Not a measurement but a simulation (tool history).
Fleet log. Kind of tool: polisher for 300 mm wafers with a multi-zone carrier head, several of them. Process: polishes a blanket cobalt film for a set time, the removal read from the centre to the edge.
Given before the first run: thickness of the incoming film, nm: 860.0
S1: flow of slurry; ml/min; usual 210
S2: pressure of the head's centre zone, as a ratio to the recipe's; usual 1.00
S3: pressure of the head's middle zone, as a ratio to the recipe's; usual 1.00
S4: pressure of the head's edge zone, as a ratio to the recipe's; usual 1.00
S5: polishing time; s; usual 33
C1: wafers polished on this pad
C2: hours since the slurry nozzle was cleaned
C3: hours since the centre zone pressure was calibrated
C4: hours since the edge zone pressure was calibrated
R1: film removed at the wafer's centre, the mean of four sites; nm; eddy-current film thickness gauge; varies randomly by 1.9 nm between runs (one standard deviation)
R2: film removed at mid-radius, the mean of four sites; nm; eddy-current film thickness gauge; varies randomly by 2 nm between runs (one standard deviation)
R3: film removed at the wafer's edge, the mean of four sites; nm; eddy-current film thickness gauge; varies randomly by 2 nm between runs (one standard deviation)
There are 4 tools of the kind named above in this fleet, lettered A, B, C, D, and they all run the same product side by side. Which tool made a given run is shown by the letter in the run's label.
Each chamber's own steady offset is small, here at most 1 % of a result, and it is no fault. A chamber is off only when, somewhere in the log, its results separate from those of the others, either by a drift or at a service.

run,hour,S1,S2,S3,S4,S5,C1,C2,C3,C4,R1,R2,R3
1B,13.1,210,1.00,1.00,1.00,33,577,52.1,135.3,65.0,150.55,150.94,150.50
2D,24.1,210,1.00,1.00,1.00,33,1169,521.0,67.5,558.3,150.53,145.77,149.23
# hour 26.1: chamber D: worn pad replaced by a new one
3C,31.6,210,1.00,1.00,1.00,33,917,141.8,438.4,95.9,151.81,151.11,153.60
# hour 33.8: chamber C: worn pad replaced by a new one
4A,39.9,210,1.00,1.00,1.00,33,720,165.0,262.6,66.8,152.64,151.67,153.16
5A,54.3,210,1.00,1.00,1.00,33,909,179.4,277.0,81.2,148.72,153.23,151.98
6C,64.7,210,1.00,1.00,1.00,33,405,174.9,471.5,129.0,148.92,149.99,151.09
# hour 67.4: chamber B: worn pad replaced by a new one
7B,71.5,210,1.00,1.00,1.00,33,53,110.5,193.7,123.4,150.96,150.80,150.01
# hour 72.5: chamber A: worn pad replaced by a new one
8D,85.1,210,1.00,1.00,1.00,33,773,582.0,128.5,619.3,153.09,152.86,149.10
9D,96.0,210,1.00,1.00,1.00,33,916,592.9,139.4,630.2,152.36,149.30,156.07
10C,105.5,210,1.00,1.00,1.00,33,940,215.7,512.3,169.8,150.76,152.80,152.78
# hour 109.7: chamber D: worn pad replaced by a new one
# hour 115.9: chamber C: worn pad replaced by a new one
11B,118.0,210,1.00,1.00,1.00,33,663,157.0,240.2,169.9,153.77,151.81,145.64
12A,126.4,210,1.00,1.00,1.00,33,707,251.5,349.1,153.3,153.44,151.37,152.40
13A,134.9,210,1.00,1.00,1.00,33,818,260.0,357.6,161.8,151.84,155.15,151.15
# hour 146.3: chamber D: slurry nozzle cleaned
# hour 147.4: chamber A: worn pad replaced by a new one
14D,147.5,210,1.00,1.00,1.00,33,496,1.3,190.9,681.7,153.94,150.61,148.99
15C,157.9,210,1.00,1.00,1.00,33,550,268.1,564.7,222.2,152.51,153.62,152.85
# hour 165.1: chamber B: worn pad replaced by a new one
16B,165.9,210,1.00,1.00,1.00,33,11,204.9,288.1,217.8,154.58,153.03,146.67
17B,173.9,210,1.00,1.00,1.00,33,116,212.9,296.1,225.8,153.12,150.93,147.55
18D,182.0,210,1.00,1.11,1.00,33,948,35.8,225.4,716.2,151.02,167.74,149.65
# hour 192.8: chamber D: worn pad replaced by a new one
19C,194.9,210,1.00,1.11,1.00,33,1035,305.1,601.7,259.2,153.16,164.37,151.46
# hour 203.6: chamber C: worn pad replaced by a new one
20A,208.3,210,1.00,1.11,1.00,33,799,333.4,431.0,235.2,150.86,165.19,152.14
# hour 209.6: chamber D: edge zone pressure recalibrated
21B,216.3,210,1.00,1.11,1.00,33,671,255.3,338.5,268.2,156.93,169.71,151.99
22A,229.2,210,1.00,1.00,1.00,33,1072,354.3,451.9,256.1,155.39,149.35,150.77
# hour 237.5: chamber A: worn pad replaced by a new one
23C,238.6,210,1.00,1.00,1.00,33,459,348.8,645.4,302.9,150.66,149.94,146.48
24D,246.9,210,1.00,1.00,0.94,33,709,100.7,290.3,37.4,150.90,147.02,148.46
# hour 256.7: chamber B: worn pad replaced by a new one
25D,258.5,210,1.00,1.00,0.94,33,861,112.3,301.9,49.0,151.78,152.26,149.82
# hour 270.7: chamber B: slurry nozzle cleaned
26B,272.8,210,1.00,1.00,0.94,33,211,2.2,395.0,324.7,160.13,152.44,145.46
27C,281.5,210,1.00,1.00,0.94,33,1021,391.7,688.3,345.8,150.71,154.20,148.14
# hour 281.6: chamber C: slurry nozzle cleaned
# hour 284.9: chamber C: worn pad replaced by a new one
# hour 286.3: chamber D: worn pad replaced by a new one
28A,290.8,210,1.00,1.00,1.00,33,699,415.9,513.5,317.7,153.09,147.43,149.01
29D,297.7,210,1.00,1.00,1.00,33,149,151.5,341.1,88.2,151.58,153.35,152.25
30B,308.5,210,1.00,1.00,1.00,33,679,37.9,430.7,360.4,164.07,153.43,149.68
# hour 320.1: chamber A: worn pad replaced by a new one
31C,321.1,210,1.00,1.00,1.00,33,475,39.5,727.9,385.4,152.65,151.40,151.15
32A,329.8,210,1.00,1.00,1.00,33,128,454.9,552.5,356.7,151.57,151.61,151.89
33C,336.5,210,0.94,1.00,1.00,37,676,54.9,743.3,400.8,158.24,170.16,174.38
# hour 337.8: chamber A: slurry nozzle cleaned
34D,344.1,210,0.94,1.00,1.00,37,757,197.9,387.5,134.6,158.22,165.28,172.01
# hour 345.4: chamber B: worn pad replaced by a new one
# hour 359.0: chamber C: worn pad replaced by a new one
35A,359.0,210,0.94,1.00,1.00,37,510,21.3,581.7,385.9,161.69,169.39,170.45
36B,369.1,210,0.94,1.00,1.00,37,311,98.5,491.3,421.0,173.25,164.34,172.49
# hour 378.2: chamber D: worn pad replaced by a new one
37A,380.2,210,1.00,1.00,1.04,28,788,42.5,602.9,407.1,126.71,127.82,130.79
38C,387.9,210,1.00,1.00,1.04,28,378,106.3,794.7,452.2,129.27,129.59,132.86
39D,395.3,210,1.00,1.00,1.04,28,224,249.1,438.7,185.8,128.51,129.03,131.40
40B,408.5,210,1.00,1.00,1.04,28,828,137.9,530.7,460.4,144.20,126.57,130.26

Which is it: a chamber that has drifted or been left off by a service, a gauge drift common to all chambers, or only each chamber's usual small offset? If a chamber is off, name it and its likeliest cause.

One chamber, B, drifts off from the rest bit by bit.
Cause: centre zone's pressure above its setpoint, % = 9.71.

Here are 4 candidates for chamber B's next run, each the usual settings with a change, their results left as question marks. Which one brings its results back in line with what the others give on the usual settings?
Allowed miss from the other chambers' usual-settings mean, per result, to count as in line: R1 6.60 nm; R2 7.10 nm; R3 7.10 nm
41B-1,419.6,210,1.02,1.00,0.99,33,,,,,?,?,?
41B-2,419.6,215,1.09,0.99,0.97,33,,,,,?,?,?
41B-3,419.6,210,0.98,1.00,1.01,33,,,,,?,?,?
41B-4,419.6,205,0.91,1.01,1.03,33,,,,,?,?,?

Other chambers, usual settings, mean: R1 151.83 nm; R2 150.87 nm; R3 151.64 nm
run,R1,R2,R3
41B-1,171.33,150.72,148.96
41B-2,184.70,149.74,147.73
41B-3,164.05,150.75,150.56
41B-4,150.77,151.70,151.76
The answer is 41B-4, which returns the chamber to within the allowed miss of the others.
